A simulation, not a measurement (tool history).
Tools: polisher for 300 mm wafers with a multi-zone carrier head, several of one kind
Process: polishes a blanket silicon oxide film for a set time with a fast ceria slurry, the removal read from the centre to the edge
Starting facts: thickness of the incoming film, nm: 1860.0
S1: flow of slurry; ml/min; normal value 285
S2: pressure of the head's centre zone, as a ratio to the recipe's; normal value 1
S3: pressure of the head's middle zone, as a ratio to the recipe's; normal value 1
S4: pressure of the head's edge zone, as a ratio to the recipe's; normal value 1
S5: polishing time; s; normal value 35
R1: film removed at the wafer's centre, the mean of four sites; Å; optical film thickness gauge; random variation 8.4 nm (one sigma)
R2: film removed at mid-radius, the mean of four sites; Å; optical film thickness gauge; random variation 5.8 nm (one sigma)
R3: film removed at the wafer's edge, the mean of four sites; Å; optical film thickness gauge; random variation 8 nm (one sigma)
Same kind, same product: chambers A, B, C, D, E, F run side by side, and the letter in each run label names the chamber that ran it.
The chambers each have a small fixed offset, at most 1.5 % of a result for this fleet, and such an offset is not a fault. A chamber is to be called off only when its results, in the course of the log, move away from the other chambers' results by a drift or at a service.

Run 1B, day 0.25: usual settings. Result: R1 6377.3 Å, R2 6424.4 Å, R3 6485.5 Å.
At day 0.417: chamber A: slurry nozzle cleaned.
Run 2A, day 0.475: usual settings. Result: R1 6341.4 Å, R2 6370.2 Å, R3 6340.4 Å.
At day 0.638: chamber C: worn pad replaced by a new one.
At day 0.688: chamber E: worn pad replaced by a new one.
Run 3D, day 0.767: usual settings. Result: R1 6523.3 Å, R2 6331.9 Å, R3 6504.9 Å.
Run 4C, day 0.908: usual settings. Result: R1 6367.6 Å, R2 6371.2 Å, R3 6302.6 Å.
At day 0.946: chamber D: centre zone pressure recalibrated.
Run 5E, day 1.196: usual settings. Result: R1 6404.1 Å, R2 6450.4 Å, R3 6359.9 Å.
At day 1.221: chamber D: worn pad replaced by a new one.
At day 1.279: chamber A: worn pad replaced by a new one.
At day 1.371: chamber D: slurry nozzle cleaned.
Run 6F, day 1.492: usual settings. Result: R1 6432.6 Å, R2 6549.9 Å, R3 6411 Å.
At day 1.733: chamber F: worn pad replaced by a new one.
Run 7A, day 1.796: usual settings. Result: R1 6476.7 Å, R2 6398 Å, R3 6273.6 Å.
At day 1.933: chamber B: worn pad replaced by a new one.
Run 8B, day 1.967: usual settings. Result: R1 6326.1 Å, R2 6557.9 Å, R3 6412.2 Å.
Run 9E, day 2.179: usual settings. Result: R1 6514.3 Å, R2 6362.3 Å, R3 6576.1 Å.
At day 2.471: chamber C: worn pad replaced by a new one.
Run 10D, day 2.471: usual settings but S3 1.09, S5 42 s. Result: R1 7705.4 Å, R2 8551.2 Å, R3 7713.1 Å.
Run 11F, day 2.621: usual settings but S3 1.09, S5 42 s. Result: R1 7590.2 Å, R2 8198.3 Å, R3 7796 Å.
At day 2.758: chamber E: worn pad replaced by a new one.
Run 12C, day 2.879: usual settings but S3 1.09, S5 42 s. Result: R1 7727.4 Å, R2 8329.9 Å, R3 7614.5 Å.
Run 13D, day 3.138: usual settings but S3 1.09, S5 42 s. Result: R1 7775.3 Å, R2 8349.9 Å, R3 7777.3 Å.
Run 14B, day 3.333: usual settings but S3 1.09, S5 42 s. Result: R1 7768.2 Å, R2 8410.3 Å, R3 7652.2 Å.
Run 15E, day 3.504: usual settings but S3 1.09, S5 42 s. Result: R1 7563.9 Å, R2 8458 Å, R3 7709.3 Å.
Run 16F, day 3.671: usual settings. Result: R1 6393.2 Å, R2 6440.3 Å, R3 6286.3 Å.
At day 3.721: chamber D: worn pad replaced by a new one.
Run 17C, day 3.812: usual settings but S3 0.89, S5 41 s. Result: R1 7453.7 Å, R2 6639.9 Å, R3 7444.9 Å.
Run 18A, day 3.946: usual settings but S3 0.89, S5 41 s. Result: R1 7531.4 Å, R2 6646.4 Å, R3 7589.7 Å.
Run 19C, day 4.096: usual settings but S3 0.89, S5 41 s. Result: R1 7498 Å, R2 6770.4 Å, R3 7367.8 Å.
Run 20A, day 4.317: usual settings but S3 0.89, S5 41 s. Result: R1 7569.6 Å, R2 6587.8 Å, R3 7462.9 Å.
At day 4.346: chamber F: slurry nozzle cleaned.
At day 4.504: chamber C: worn pad replaced by a new one.
Run 21B, day 4.525: usual settings but S3 0.89, S5 41 s. Result: R1 7493.1 Å, R2 6828.6 Å, R3 7414.7 Å.
At day 4.712: chamber E: worn pad replaced by a new one.
Run 22F, day 4.746: usual settings but S3 0.89, S5 41 s. Result: R1 7336 Å, R2 6855.7 Å, R3 7599.2 Å.
At day 4.788: chamber A: worn pad replaced by a new one.
At day 4.796: chamber A: centre zone pressure recalibrated.
Run 23E, day 5.008: usual settings. Result: R1 6452.5 Å, R2 6476.8 Å, R3 6532.8 Å.
At day 5.05: chamber B: worn pad replaced by a new one.
Run 24D, day 5.179: usual settings. Result: R1 6521.2 Å, R2 6364.8 Å, R3 6430.8 Å.
At day 5.183: chamber F: worn pad replaced by a new one.
Run 25E, day 5.45: usual settings. Result: R1 6378.8 Å, R2 6423.7 Å, R3 6306.5 Å.
At day 5.679: chamber E: slurry nozzle cleaned.
Run 26C, day 5.7: usual settings. Result: R1 6378.5 Å, R2 6320.5 Å, R3 6328.6 Å.
Run 27F, day 6: usual settings. Result: R1 6496.4 Å, R2 6411.1 Å, R3 6401.4 Å.
Run 28B, day 6.3: usual settings. Result: R1 6406 Å, R2 6437.2 Å, R3 6486.6 Å.
At day 6.321: chamber C: worn pad replaced by a new one.
At day 6.392: chamber D: worn pad replaced by a new one.
Run 29D, day 6.479: usual settings. Result: R1 6563.4 Å, R2 6354.4 Å, R3 6423.8 Å.
At day 6.667: chamber C: slurry nozzle cleaned.
Run 30A, day 6.688: usual settings. Result: R1 6357 Å, R2 6361.9 Å, R3 6465.5 Å.
At day 6.896: chamber E: worn pad replaced by a new one.
Run 31F, day 6.917: usual settings. Result: R1 6283.4 Å, R2 6392.8 Å, R3 6369.7 Å.
Run 32A, day 7.15: usual settings. Result: R1 6303.1 Å, R2 6364.7 Å, R3 6479.1 Å.
Run 33E, day 7.312: usual settings. Result: R1 6409.6 Å, R2 6355.1 Å, R3 6410 Å.
Run 34D, day 7.55: usual settings. Result: R1 6564.6 Å, R2 6426.3 Å, R3 6493.1 Å.
At day 7.562: chamber A: worn pad replaced by a new one.
Run 35B, day 7.733: usual settings. Result: R1 6335.5 Å, R2 6493.3 Å, R3 6275.9 Å.
Run 36C, day 7.908: usual settings. Result: R1 6315.1 Å, R2 6331.7 Å, R3 6400 Å.
At day 8.088: chamber F: worn pad replaced by a new one.
Run 37A, day 8.1: usual settings. Result: R1 6577.5 Å, R2 6361.8 Å, R3 6241.6 Å.
Run 38B, day 8.362: usual settings. Result: R1 6500.2 Å, R2 6473.1 Å, R3 6395.9 Å.
Run 39D, day 8.558: usual settings. Result: R1 6372.7 Å, R2 6400.6 Å, R3 6355 Å.
At day 8.571: chamber C: worn pad replaced by a new one.
Run 40F, day 8.788: usual settings. Result: R1 6384.3 Å, R2 6400.2 Å, R3 6402.2 Å.
At day 9.025: chamber E: worn pad replaced by a new one.
Run 41C, day 9.033: usual settings. Result: R1 6571.1 Å, R2 6446.9 Å, R3 6395.2 Å.
Run 42E, day 9.325: usual settings but S3 0.89, S5 24 s. Result: R1 4495 Å, R2 3900.7 Å, R3 4281.6 Å.
Run 43A, day 9.621: usual settings but S3 0.89, S5 24 s. Result: R1 4336.1 Å, R2 3961.4 Å, R3 4416.1 Å.
Run 44E, day 9.875: usual settings but S3 0.89, S5 24 s. Result: R1 4403.3 Å, R2 4021.6 Å, R3 4326.7 Å.

Has any chamber moved away from the others, gradually or after a service, or does the common gauge drift, or do the chambers differ only by their own small steady offsets? State the chamber and the most likely cause if one applies.

No chamber stands off beyond its own small offset, and the gauge holds steady.

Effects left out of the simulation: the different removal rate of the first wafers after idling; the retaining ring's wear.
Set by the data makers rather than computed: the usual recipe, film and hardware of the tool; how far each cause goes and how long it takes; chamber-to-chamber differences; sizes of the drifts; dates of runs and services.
